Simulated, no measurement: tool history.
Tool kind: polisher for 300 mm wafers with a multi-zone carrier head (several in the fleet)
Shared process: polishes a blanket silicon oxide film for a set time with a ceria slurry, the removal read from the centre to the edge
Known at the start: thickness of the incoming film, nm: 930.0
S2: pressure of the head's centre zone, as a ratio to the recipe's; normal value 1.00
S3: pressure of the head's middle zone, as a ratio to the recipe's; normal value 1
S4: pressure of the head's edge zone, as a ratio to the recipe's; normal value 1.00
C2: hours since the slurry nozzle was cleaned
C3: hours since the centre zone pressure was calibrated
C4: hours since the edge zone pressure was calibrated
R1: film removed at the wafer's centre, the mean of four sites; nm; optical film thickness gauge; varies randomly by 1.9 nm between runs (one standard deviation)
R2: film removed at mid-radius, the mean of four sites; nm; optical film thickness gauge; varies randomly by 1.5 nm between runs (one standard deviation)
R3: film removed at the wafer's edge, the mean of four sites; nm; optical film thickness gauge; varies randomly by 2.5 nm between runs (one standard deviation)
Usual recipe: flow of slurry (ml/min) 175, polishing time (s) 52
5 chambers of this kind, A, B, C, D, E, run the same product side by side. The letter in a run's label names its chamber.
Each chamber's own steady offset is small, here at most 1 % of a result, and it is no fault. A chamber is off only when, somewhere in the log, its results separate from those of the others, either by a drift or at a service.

{"hour": 6.3, "done": "chamber C: worn pad replaced by a new one"}
{"run": "1C", "hour": 8.4, "flow of slurry (ml/min)": 175, "S2": 1.0, "S3": 1, "S4": 1.0, "polishing time (s)": 52, "wafers polished on this pad": 22, "C2": 174.8, "C3": 257.0, "C4": 720.0, "R1": 248.22, "R2": 249.18, "R3": 246.87}
{"run": "2E", "hour": 17.6, "flow of slurry (ml/min)": 175, "S2": 1.0, "S3": 1, "S4": 1.0, "polishing time (s)": 52, "wafers polished on this pad": 316, "C2": 52.9, "C3": 144.9, "C4": 553.6, "R1": 252.68, "R2": 246.03, "R3": 250.79}
{"run": "3A", "hour": 26.9, "flow of slurry (ml/min)": 175, "S2": 1.0, "S3": 1, "S4": 1.0, "polishing time (s)": 52, "wafers polished on this pad": 884, "C2": 76.4, "C3": 391.3, "C4": 257.4, "R1": 247.31, "R2": 246.7, "R3": 247.3}
{"hour": 27.6, "done": "chamber A: worn pad replaced by a new one"}
{"hour": 31.7, "done": "chamber D: edge zone pressure recalibrated"}
{"run": "4B", "hour": 35.9, "flow of slurry (ml/min)": 175, "S2": 1.0, "S3": 1, "S4": 1.0, "polishing time (s)": 52, "wafers polished on this pad": 821, "C2": 237.2, "C3": 163.7, "C4": 613.6, "R1": 248.18, "R2": 250.5, "R3": 250.3}
{"run": "5D", "hour": 45.5, "flow of slurry (ml/min)": 150, "S2": 0.89, "S3": 1, "S4": 1.0, "polishing time (s)": 52, "wafers polished on this pad": 1158, "C2": 198.2, "C3": 178.0, "C4": 13.9, "R1": 215.2, "R2": 242.98, "R3": 245.87}
{"hour": 50.5, "done": "chamber D: worn pad replaced by a new one"}
{"run": "6B", "hour": 51.8, "flow of slurry (ml/min)": 150, "S2": 0.89, "S3": 1, "S4": 1.0, "polishing time (s)": 52, "wafers polished on this pad": 986, "C2": 253.1, "C3": 179.6, "C4": 629.5, "R1": 213.9, "R2": 242.17, "R3": 246.65}
{"run": "7D", "hour": 57.9, "flow of slurry (ml/min)": 150, "S2": 0.89, "S3": 1, "S4": 1.0, "polishing time (s)": 52, "wafers polished on this pad": 77, "C2": 210.6, "C3": 190.4, "C4": 26.3, "R1": 211.87, "R2": 243.01, "R3": 243.91}
{"hour": 63.0, "done": "chamber D: slurry nozzle cleaned"}
{"hour": 65.5, "done": "chamber B: worn pad replaced by a new one"}
{"run": "8E", "hour": 71.1, "flow of slurry (ml/min)": 150, "S2": 0.89, "S3": 1, "S4": 1.0, "polishing time (s)": 52, "wafers polished on this pad": 873, "C2": 106.4, "C3": 198.4, "C4": 607.1, "R1": 211.03, "R2": 243.51, "R3": 241.92}
{"hour": 79.4, "done": "chamber E: worn pad replaced by a new one"}
{"run": "9C", "hour": 84.5, "flow of slurry (ml/min)": 150, "S2": 0.89, "S3": 1, "S4": 1.0, "polishing time (s)": 52, "wafers polished on this pad": 814, "C2": 250.9, "C3": 333.1, "C4": 796.1, "R1": 210.25, "R2": 241.91, "R3": 244.28}
{"run": "10A", "hour": 93.6, "flow of slurry (ml/min)": 175, "S2": 0.94, "S3": 1, "S4": 0.94, "polishing time (s)": 52, "wafers polished on this pad": 687, "C2": 143.1, "C3": 458.0, "C4": 324.1, "R1": 228.24, "R2": 249.71, "R3": 239.8}
{"run": "11E", "hour": 103.2, "flow of slurry (ml/min)": 175, "S2": 0.94, "S3": 1, "S4": 0.94, "polishing time (s)": 52, "wafers polished on this pad": 247, "C2": 138.5, "C3": 230.5, "C4": 639.2, "R1": 233.93, "R2": 245.14, "R3": 243.3}
{"run": "12D", "hour": 111.3, "flow of slurry (ml/min)": 175, "S2": 0.94, "S3": 1, "S4": 0.94, "polishing time (s)": 52, "wafers polished on this pad": 633, "C2": 48.4, "C3": 243.8, "C4": 79.7, "R1": 234.3, "R2": 252.0, "R3": 242.58}
{"hour": 116.4, "done": "chamber C: worn pad replaced by a new one"}
{"run": "13C", "hour": 121.9, "flow of slurry (ml/min)": 175, "S2": 0.94, "S3": 1, "S4": 0.94, "polishing time (s)": 52, "wafers polished on this pad": 58, "C2": 288.3, "C3": 370.5, "C4": 833.5, "R1": 232.04, "R2": 246.12, "R3": 235.68}
{"hour": 123.1, "done": "chamber A: worn pad replaced by a new one"}
{"run": "14A", "hour": 134.1, "flow of slurry (ml/min)": 175, "S2": 0.94, "S3": 1, "S4": 0.94, "polishing time (s)": 52, "wafers polished on this pad": 114, "C2": 183.6, "C3": 498.5, "C4": 364.6, "R1": 230.0, "R2": 246.49, "R3": 239.83}
{"run": "15B", "hour": 140.1, "flow of slurry (ml/min)": 175, "S2": 1.0, "S3": 1, "S4": 1.0, "polishing time (s)": 52, "wafers polished on this pad": 776, "C2": 341.4, "C3": 267.9, "C4": 717.8, "R1": 249.14, "R2": 249.98, "R3": 251.18}
{"run": "16C", "hour": 149.5, "flow of slurry (ml/min)": 175, "S2": 1.0, "S3": 1, "S4": 1.0, "polishing time (s)": 52, "wafers polished on this pad": 345, "C2": 315.9, "C3": 398.1, "C4": 861.1, "R1": 243.75, "R2": 247.56, "R3": 246.62}
{"hour": 156.1, "done": "chamber E: worn pad replaced by a new one"}
{"run": "17D", "hour": 156.2, "flow of slurry (ml/min)": 175, "S2": 1.0, "S3": 1, "S4": 1.0, "polishing time (s)": 52, "wafers polished on this pad": 1100, "C2": 93.3, "C3": 288.7, "C4": 124.6, "R1": 247.4, "R2": 249.42, "R3": 247.11}
{"run": "18E", "hour": 169.4, "flow of slurry (ml/min)": 175, "S2": 1.0, "S3": 1, "S4": 1.0, "polishing time (s)": 52, "wafers polished on this pad": 138, "C2": 204.7, "C3": 296.7, "C4": 705.4, "R1": 248.07, "R2": 249.9, "R3": 250.42}
{"hour": 170.3, "done": "chamber D: worn pad replaced by a new one"}
{"hour": 172.6, "done": "chamber B: worn pad replaced by a new one"}
{"run": "19B", "hour": 179.0, "flow of slurry (ml/min)": 175, "S2": 1.0, "S3": 1, "S4": 1.0, "polishing time (s)": 52, "wafers polished on this pad": 67, "C2": 380.3, "C3": 306.8, "C4": 756.7, "R1": 252.41, "R2": 247.95, "R3": 250.77}
{"hour": 182.7, "done": "chamber A: centre zone pressure recalibrated"}
{"hour": 184.9, "done": "chamber A: slurry nozzle cleaned"}
{"run": "20A", "hour": 192.5, "flow of slurry (ml/min)": 175, "S2": 1.0, "S3": 1, "S4": 1.0, "polishing time (s)": 38, "wafers polished on this pad": 722, "C2": 7.6, "C3": 9.8, "C4": 423.0, "R1": 182.07, "R2": 182.63, "R3": 184.18}
{"hour": 198.6, "done": "chamber A: worn pad replaced by a new one"}
{"run": "21D", "hour": 204.2, "flow of slurry (ml/min)": 175, "S2": 1.0, "S3": 1, "S4": 1.0, "polishing time (s)": 38, "wafers polished on this pad": 353, "C2": 141.3, "C3": 336.7, "C4": 172.6, "R1": 178.5, "R2": 183.18, "R3": 179.12}
{"run": "22C", "hour": 215.1, "flow of slurry (ml/min)": 175, "S2": 1.0, "S3": 1, "S4": 1.0, "polishing time (s)": 38, "wafers polished on this pad": 1027, "C2": 381.5, "C3": 463.7, "C4": 926.7, "R1": 176.26, "R2": 181.05, "R3": 182.92}
{"run": "23B", "hour": 222.5, "flow of slurry (ml/min)": 175, "S2": 1.0, "S3": 1, "S4": 1.0, "polishing time (s)": 38, "wafers polished on this pad": 519, "C2": 423.8, "C3": 350.3, "C4": 800.2, "R1": 179.14, "R2": 183.35, "R3": 183.18}
{"run": "24E", "hour": 230.7, "flow of slurry (ml/min)": 175, "S2": 1.0, "S3": 1, "S4": 1.0, "polishing time (s)": 38, "wafers polished on this pad": 776, "C2": 266.0, "C3": 358.0, "C4": 766.7, "R1": 184.64, "R2": 180.27, "R3": 179.45}
{"hour": 237.8, "done": "chamber E: worn pad replaced by a new one"}
{"run": "25A", "hour": 238.7, "flow of slurry (ml/min)": 175, "S2": 1.0, "S3": 1, "S4": 1.0, "polishing time (s)": 52, "wafers polished on this pad": 417, "C2": 53.8, "C3": 56.0, "C4": 469.2, "R1": 246.38, "R2": 246.46, "R3": 249.02}
{"hour": 246.5, "done": "chamber C: worn pad replaced by a new one"}
{"hour": 247.0, "done": "chamber E: slurry nozzle cleaned"}
{"run": "26A", "hour": 251.0, "flow of slurry (ml/min)": 175, "S2": 1.0, "S3": 1, "S4": 1.0, "polishing time (s)": 52, "wafers polished on this pad": 545, "C2": 66.1, "C3": 68.3, "C4": 481.5, "R1": 249.97, "R2": 247.89, "R3": 252.96}
{"run": "27C", "hour": 259.2, "flow of slurry (ml/min)": 175, "S2": 1.0, "S3": 1, "S4": 1.0, "polishing time (s)": 52, "wafers polished on this pad": 132, "C2": 425.6, "C3": 507.8, "C4": 970.8, "R1": 249.04, "R2": 247.81, "R3": 247.98}
{"hour": 261.5, "done": "chamber D: slurry nozzle cleaned"}
{"run": "28D", "hour": 272.9, "flow of slurry (ml/min)": 175, "S2": 1.0, "S3": 1, "S4": 1.0, "polishing time (s)": 52, "wafers polished on this pad": 1068, "C2": 11.4, "C3": 405.4, "C4": 241.3, "R1": 242.94, "R2": 248.95, "R3": 250.64}
{"hour": 282.9, "done": "chamber A: worn pad replaced by a new one"}
{"run": "29E", "hour": 284.2, "flow of slurry (ml/min)": 175, "S2": 1.0, "S3": 1, "S4": 1.0, "polishing time (s)": 52, "wafers polished on this pad": 483, "C2": 37.3, "C3": 411.5, "C4": 820.2, "R1": 249.36, "R2": 246.02, "R3": 250.81}
{"hour": 286.5, "done": "chamber B: worn pad replaced by a new one"}
{"hour": 287.9, "done": "chamber D: worn pad replaced by a new one"}
{"run": "30B", "hour": 295.4, "flow of slurry (ml/min)": 175, "S2": 1.0, "S3": 1, "S4": 1.0, "polishing time (s)": 52, "wafers polished on this pad": 93, "C2": 496.7, "C3": 423.2, "C4": 873.1, "R1": 247.65, "R2": 251.54, "R3": 255.26}
{"run": "31B", "hour": 308.3, "flow of slurry (ml/min)": 175, "S2": 1.0, "S3": 1, "S4": 1.0, "polishing time (s)": 52, "wafers polished on this pad": 227, "C2": 509.6, "C3": 436.1, "C4": 886.0, "R1": 249.22, "R2": 249.35, "R3": 247.23}
{"hour": 313.8, "done": "chamber E: worn pad replaced by a new one"}
{"run": "32A", "hour": 319.1, "flow of slurry (ml/min)": 175, "S2": 1.0, "S3": 1, "S4": 1.0, "polishing time (s)": 52, "wafers polished on this pad": 377, "C2": 134.2, "C3": 136.4, "C4": 549.6, "R1": 245.34, "R2": 249.36, "R3": 251.04}
{"run": "33C", "hour": 332.2, "flow of slurry (ml/min)": 150, "S2": 1.0, "S3": 1, "S4": 1.0, "polishing time (s)": 37, "wafers polished on this pad": 892, "C2": 498.6, "C3": 580.8, "C4": 1043.8, "R1": 168.18, "R2": 171.55, "R3": 173.11}
{"run": "34E", "hour": 340.6, "flow of slurry (ml/min)": 150, "S2": 1.0, "S3": 1, "S4": 1.0, "polishing time (s)": 37, "wafers polished on this pad": 279, "C2": 93.7, "C3": 467.9, "C4": 876.6, "R1": 170.29, "R2": 171.22, "R3": 175.61}
{"run": "35D", "hour": 351.5, "flow of slurry (ml/min)": 150, "S2": 1.0, "S3": 1, "S4": 1.0, "polishing time (s)": 37, "wafers polished on this pad": 662, "C2": 90.0, "C3": 484.0, "C4": 319.9, "R1": 163.9, "R2": 173.49, "R3": 173.27}
{"hour": 363.2, "done": "chamber C: worn pad replaced by a new one"}
{"run": "36B", "hour": 363.6, "flow of slurry (ml/min)": 150, "S2": 1.0, "S3": 1, "S4": 1.0, "polishing time (s)": 37, "wafers polished on this pad": 802, "C2": 564.9, "C3": 491.4, "C4": 941.3, "R1": 170.91, "R2": 172.0, "R3": 176.77}
{"run": "37D", "hour": 370.4, "flow of slurry (ml/min)": 150, "S2": 1.0, "S3": 1, "S4": 1.0, "polishing time (s)": 37, "wafers polished on this pad": 858, "C2": 108.9, "C3": 502.9, "C4": 338.8, "R1": 162.08, "R2": 172.22, "R3": 173.72}
{"hour": 373.8, "done": "chamber A: worn pad replaced by a new one"}
{"run": "38A", "hour": 378.5, "flow of slurry (ml/min)": 175, "S2": 1.0, "S3": 1, "S4": 1.0, "polishing time (s)": 52, "wafers polished on this pad": 49, "C2": 193.6, "C3": 195.8, "C4": 609.0, "R1": 244.24, "R2": 245.18, "R3": 248.79}
{"run": "39E", "hour": 386.9, "flow of slurry (ml/min)": 175, "S2": 1.0, "S3": 1, "S4": 1.0, "polishing time (s)": 52, "wafers polished on this pad": 761, "C2": 140.0, "C3": 514.2, "C4": 922.9, "R1": 245.61, "R2": 247.48, "R3": 246.81}
{"run": "40C", "hour": 395.3, "flow of slurry (ml/min)": 175, "S2": 1.0, "S3": 1, "S4": 1.0, "polishing time (s)": 52, "wafers polished on this pad": 334, "C2": 561.7, "C3": 643.9, "C4": 1106.9, "R1": 244.25, "R2": 249.05, "R3": 249.94}
{"hour": 399.7, "done": "chamber E: worn pad replaced by a new one"}
{"run": "41C", "hour": 405.9, "flow of slurry (ml/min)": 175, "S2": 1.0, "S3": 1, "S4": 1.0, "polishing time (s)": 52, "wafers polished on this pad": 444, "C2": 572.3, "C3": 654.5, "C4": 1117.5, "R1": 247.79, "R2": 246.82, "R3": 248.12}
{"hour": 409.4, "done": "chamber B: worn pad replaced by a new one"}
{"run": "42E", "hour": 419.4, "flow of slurry (ml/min)": 175, "S2": 1.0, "S3": 1, "S4": 1.0, "polishing time (s)": 52, "wafers polished on this pad": 205, "C2": 172.5, "C3": 546.7, "C4": 955.4, "R1": 249.63, "R2": 249.19, "R3": 251.14}
{"run": "43B", "hour": 429.4, "flow of slurry (ml/min)": 175, "S2": 1.0, "S3": 1, "S4": 1.0, "polishing time (s)": 52, "wafers polished on this pad": 208, "C2": 630.7, "C3": 557.2, "C4": 1007.1, "R1": 246.73, "R2": 250.79, "R3": 249.74}

Decide between three cases: one chamber stands off from its peers, the gauge reading all wafers drifts, or nothing is wrong past each chamber's small offset. Where a chamber is off, say which and what most likely put it there.

Chamber D drifts away from the others.
Cause: centre zone's pressure below its setpoint, % = 5.72.

Which of the 4 candidates below, each the usual settings with something changed and its results left as question marks, puts chamber D back in line with what the other chambers give on the usual settings?
Maximum distance from the other chambers' mean on the usual settings for a result to count as in line: R1 6.40 nm; R2 5.30 nm; R3 8.60 nm
{"run": "44D-1", "hour": 439.2, "flow of slurry (ml/min)": 180, "S2": 1.1, "S3": 0.97, "S4": 0.97, "polishing time (s)": 52, "R1": "?", "R2": "?", "R3": "?"}
{"run": "44D-2", "hour": 439.2, "flow of slurry (ml/min)": 170, "S2": 0.9, "S3": 1.03, "S4": 1.03, "polishing time (s)": 52, "R1": "?", "R2": "?", "R3": "?"}
{"run": "44D-3", "hour": 439.2, "flow of slurry (ml/min)": 170, "S2": 0.95, "S3": 1.01, "S4": 1.02, "polishing time (s)": 52, "R1": "?", "R2": "?", "R3": "?"}
{"run": "44D-4", "hour": 439.2, "flow of slurry (ml/min)": 180, "S2": 1.05, "S3": 0.99, "S4": 0.98, "polishing time (s)": 52, "R1": "?", "R2": "?", "R3": "?"}

Average result of the remaining chambers running the usual settings: R1 246.98 nm; R2 248.30 nm; R3 248.41 nm
run=44D-1 R1=258.54 R2=245.07 R3=247.93
run=44D-2 R1=205.84 R2=256.68 R3=253.77
run=44D-3 R1=218.34 R2=252.06 R3=252.56
run=44D-4 R1=245.92 R2=249.72 R3=249.16
44D-4 is the one that brings the chamber's results back in line with the other chambers.
